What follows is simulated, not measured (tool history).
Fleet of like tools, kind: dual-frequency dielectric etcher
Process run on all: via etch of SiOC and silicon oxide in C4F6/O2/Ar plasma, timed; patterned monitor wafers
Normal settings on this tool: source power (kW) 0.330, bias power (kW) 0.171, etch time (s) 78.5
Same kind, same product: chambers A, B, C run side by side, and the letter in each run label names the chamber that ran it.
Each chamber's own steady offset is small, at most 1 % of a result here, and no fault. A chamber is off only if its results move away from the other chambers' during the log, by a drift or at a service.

run	day	source power (kW)	bias power (kW)	etch time (s)	hours since the last wet clean	hours since the last source power generator calibration	hours since the last bias power generator calibration	read-back reference wafer on the same gauge, depth_nm	mean etch depth across the wafer (nm)
1A	0.296	0.330	0.171	78.5	160.1	1640.6	2215.3	84.909	80.108
2B	0.575	0.330	0.171	78.5	415.8	966.6	400.5	84.799	81.376
3C	0.875	0.330	0.171	78.5	481.2	1325.0	1115.1	84.960	81.752
4C	1.150	0.330	0.171	78.5	487.8	1331.6	1121.7	84.889	81.586
5B	1.375	0.330	0.171	78.5	435.0	985.8	419.7	84.971	80.559
6A	1.683	0.330	0.171	78.5	193.4	1673.9	2248.6	84.910	80.045
7C	2.004	0.330	0.171	78.5	508.3	1352.1	1142.2	85.022	79.566
8B	2.179	0.330	0.171	78.5	454.3	1005.1	439.0	84.962	81.834
9A	2.438	0.330	0.171	78.5	211.5	1692.0	2266.7	84.782	80.425
10B	2.758	0.290	0.171	78.5	468.2	1019.0	452.9	84.720	76.095
11C	3.033	0.290	0.171	78.5	533.0	1376.8	1166.9	84.887	76.635
12A	3.292	0.290	0.171	78.5	232.0	1712.5	2287.2	84.883	77.646
13A	3.617	0.330	0.171	78.5	239.8	1720.3	2295.0	84.910	79.633
14C	3.767	0.330	0.171	78.5	550.6	1394.4	1184.5	84.767	81.070
15B	3.929	0.330	0.171	78.5	496.3	1047.1	481.0	84.916	80.934
16C	4.162	0.330	0.171	78.5	560.1	1403.9	1194.0	84.863	81.503
17A	4.408	0.280	0.171	90.5	258.8	1739.3	2314.0	84.913	86.500
18B	4.708	0.280	0.171	90.5	515.0	1065.8	499.7	84.940	88.705
19B	4.912	0.280	0.171	90.5	519.9	1070.7	504.6	84.832	88.701
20C	5.150	0.330	0.171	78.5	583.8	1427.6	1217.7	84.910	81.071
21A	5.412	0.330	0.171	78.5	282.9	1763.4	2338.1	84.884	80.676
22B	5.612	0.330	0.136	100.5	536.7	1087.5	521.4	84.674	96.408
# day 5.800: chamber C: wet clean of the chamber
23A	5.812	0.330	0.136	100.5	292.5	1773.0	2347.7	84.847	95.004
24C	5.996	0.330	0.136	100.5	4.8	1447.9	1238.0	84.930	96.412
25A	6.250	0.330	0.171	78.5	303.0	1783.5	2358.2	84.855	79.544
26C	6.467	0.400	0.157	78.5	16.1	1459.2	1249.3	84.853	85.268
27B	6.742	0.400	0.157	78.5	563.8	1114.6	548.5	84.958	85.549
28A	7.008	0.400	0.157	78.5	321.2	1801.7	2376.4	84.793	83.504
29C	7.229	0.330	0.171	78.5	34.4	1477.5	1267.6	85.044	81.615
30B	7.400	0.330	0.171	78.5	579.6	1130.4	564.3	84.844	81.072

Which is it: a chamber that has drifted or been left off by a service, a gauge drift common to all chambers, or only each chamber's usual small offset? If a chamber is off, name it and its likeliest cause.

All chambers stay in line apart from their small fixed offsets, and the gauge does not drift.
